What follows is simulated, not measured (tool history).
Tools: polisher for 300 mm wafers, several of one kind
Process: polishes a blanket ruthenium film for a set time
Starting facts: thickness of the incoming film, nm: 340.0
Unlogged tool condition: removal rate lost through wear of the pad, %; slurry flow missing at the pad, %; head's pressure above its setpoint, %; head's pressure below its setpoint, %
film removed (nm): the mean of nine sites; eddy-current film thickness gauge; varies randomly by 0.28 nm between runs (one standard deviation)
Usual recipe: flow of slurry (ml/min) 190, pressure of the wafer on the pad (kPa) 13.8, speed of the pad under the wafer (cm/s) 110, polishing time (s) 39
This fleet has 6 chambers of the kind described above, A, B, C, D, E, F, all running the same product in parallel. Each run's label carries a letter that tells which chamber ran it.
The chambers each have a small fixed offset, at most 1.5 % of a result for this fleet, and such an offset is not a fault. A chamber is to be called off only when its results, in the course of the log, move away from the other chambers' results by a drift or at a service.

run   hour  flow of slurry (ml/min)  pressure of the wafer on the pad (kPa)  speed of the pad under the wafer (cm/s)  polishing time (s)  wafers polished on this pad  hours since the slurry nozzle was cleaned  hours since the head pressure was calibrated  film removed (nm)
 1F    7.8                      190                                    13.8                                      110                  39                          867                                      602.9                                          32.3             46.539
 2A   13.2                      190                                    13.8                                      110                  39                          643                                       42.5                                         780.6             46.005
 3C   17.1                      190                                    13.8                                      110                  39                          791                                       24.1                                           140             46.593
 4B   20.7                      190                                    13.8                                      110                  39                          846                                      691.2                                          40.8             45.821
      21.7  -- chamber B: worn pad replaced by a new one
 5E   26.7                      190                                    13.8                                      110                  39                         1008                                      624.5                                           607              47.19
      27.8  -- chamber C: worn pad replaced by a new one
      31.3  -- chamber F: worn pad replaced by a new one
 6D   31.5                      190                                    13.8                                      110                  39                          799                                      133.6                                         118.7             46.696
 7F   37.8                      190                                    13.8                                      110                  39                          110                                      632.9                                          62.3             46.091
      42.9  -- chamber D: worn pad replaced by a new one
      43.4  -- chamber B: slurry nozzle cleaned
 8D   44.2                      190                                    13.8                                      110                  39                           22                                      146.3                                         131.4             46.522
      48.6  -- chamber E: worn pad replaced by a new one
 9B   51.9                      190                                    13.8                                      110                  39                          508                                        8.6                                            72             45.778
10C   58.1                      190                                    12.4                                      134                  39                          510                                       65.1                                           181              51.05
11E   63.2                      190                                    12.4                                      134                  39                          246                                        661                                         643.5             51.534
      65.4  -- chamber A: worn pad replaced by a new one
      66.4  -- chamber B: worn pad replaced by a new one
12A   70.8                      190                                    12.4                                      134                  39                           91                                      100.1                                         838.2             51.262
13C   74.1                      190                                    12.4                                      134                  39                          779                                       81.1                                           197              50.79
14F   80.6                      190                                    12.4                                      134                  39                          830                                      675.7                                         105.1             50.903
15E   86.4                      190                                    12.4                                      134                  39                          636                                      684.2                                         666.7              51.45
16A   91.9                      190                                    13.8                                      110                  39                          446                                      121.2                                         859.3             45.907
      96.6  -- chamber C: worn pad replaced by a new one
17D   98.9                      190                                    13.8                                      110                  39                          943                                        201                                         186.1             45.899
     100.9  -- chamber D: worn pad replaced by a new one
18B  104.3                      190                                    13.8                                      110                  39                          638                                         61                                         124.4             45.336
       109  -- chamber E: slurry nozzle cleaned
     109.9  -- chamber E: head pressure recalibrated
     111.5  -- chamber B: worn pad replaced by a new one
19C  111.6                      190                                    13.8                                      110                  39                          253                                      118.6                                         234.5             46.642
     114.3  -- chamber F: worn pad replaced by a new one
20E  116.7                      190                                    13.8                                      110                  39                         1146                                        7.7                                           6.8             46.754
21A  123.4                      190                                    13.8                                      110                  39                          976                                      152.7                                         890.8             46.843
22D  129.8                      190                                    13.8                                      110                  39                          487                                      231.9                                           217             45.059
     131.7  -- chamber E: worn pad replaced by a new one
23B  133.8                      190                                    13.8                                      110                  39                          376                                       90.5                                         153.9             45.875
24F  137.5                      190                                     9.7                                      110                  53                          391                                      732.6                                           162             43.552
25D  142.8                      190                                     9.7                                      110                  53                          706                                      244.9                                           230             42.658
     143.4  -- chamber F: slurry nozzle cleaned
     145.1  -- chamber A: worn pad replaced by a new one
26B  149.5                      190                                     9.7                                      110                  53                          640                                      106.2                                         169.6             43.971
       154  -- chamber C: worn pad replaced by a new one
27C  154.2                      190                                     9.7                                      110                  53                            4                                      161.2                                         277.1             43.942
     154.3  -- chamber D: worn pad replaced by a new one
     157.3  -- chamber B: worn pad replaced by a new one
28E  158.4                      190                                     9.7                                      110                  53                          450                                       49.4                                          48.5             44.737
29F  162.1                      190                                     9.7                                      110                  53                          805                                       18.8                                         186.6             43.308
30A  168.8                      190                                    13.8                                      110                  39                          398                                      198.1                                         936.2             45.702
31B  172.2                      190                                    13.8                                      110                  39                          251                                      128.9                                         192.3             45.686
32A  179.5                      245                                    13.8                                      110                  39                          578                                      208.8                                         946.9             47.839
     187.1  -- chamber A: slurry nozzle cleaned
33E  187.2                      245                                    13.8                                      110                  39                          935                                       78.2                                          77.3             48.252
34F  190.9                      245                                    13.8                                      110                  39                         1290                                       47.6                                         215.4             47.559
35C    197                      245                                    13.8                                      110                  39                          724                                        204                                         319.9             47.359
     201.7  -- chamber E: worn pad replaced by a new one
36D  203.2                      245                                    13.8                                      110                  39                          823                                      305.3                                         290.4             45.581
     203.8  -- chamber F: worn pad replaced by a new one
     203.8  -- chamber B: worn pad replaced by a new one
     204.6  -- chamber D: worn pad replaced by a new one
37A  206.6                      245                                    13.8                                      110                  39                         1035                                       19.6                                           974             47.537
38F  210.9                      190                                    13.8                                      110                  39                          119                                       67.6                                         235.4             45.802
39B  215.8                      190                                    13.8                                      110                  39                          202                                      172.5                                         235.9             45.363
     221.6  -- chamber C: worn pad replaced by a new one
40C  221.9                      190                                    13.8                                      110                  39                            5                                      228.9                                         344.8             46.232
41D  227.7                      190                                    13.8                                      110                  39                          389                                      329.8                                         314.9             43.303
42E  234.7                      190                                    13.8                                      110                  39                          556                                      125.7                                         124.8               46.7

All chambers now run identical settings, listed one chamber a line with results as question marks. What results will each chamber show?
43A  240.2                      190                                    13.8                                      110                  39                                                                                                                                        ?
43B  240.2                      190                                    13.8                                      110                  39                                                                                                                                        ?
43C  240.2                      190                                    13.8                                      110                  39                                                                                                                                        ?
43D  240.2                      190                                    13.8                                      110                  39                                                                                                                                        ?
43E  240.2                      190                                    13.8                                      110                  39                                                                                                                                        ?
43F  240.2                      190                                    13.8                                      110                  39                                                                                                                                        ?

run  film removed (nm)
43A             46.418
43B             45.705
43C             46.197
43D             43.056
43E             46.833
43F             46.027
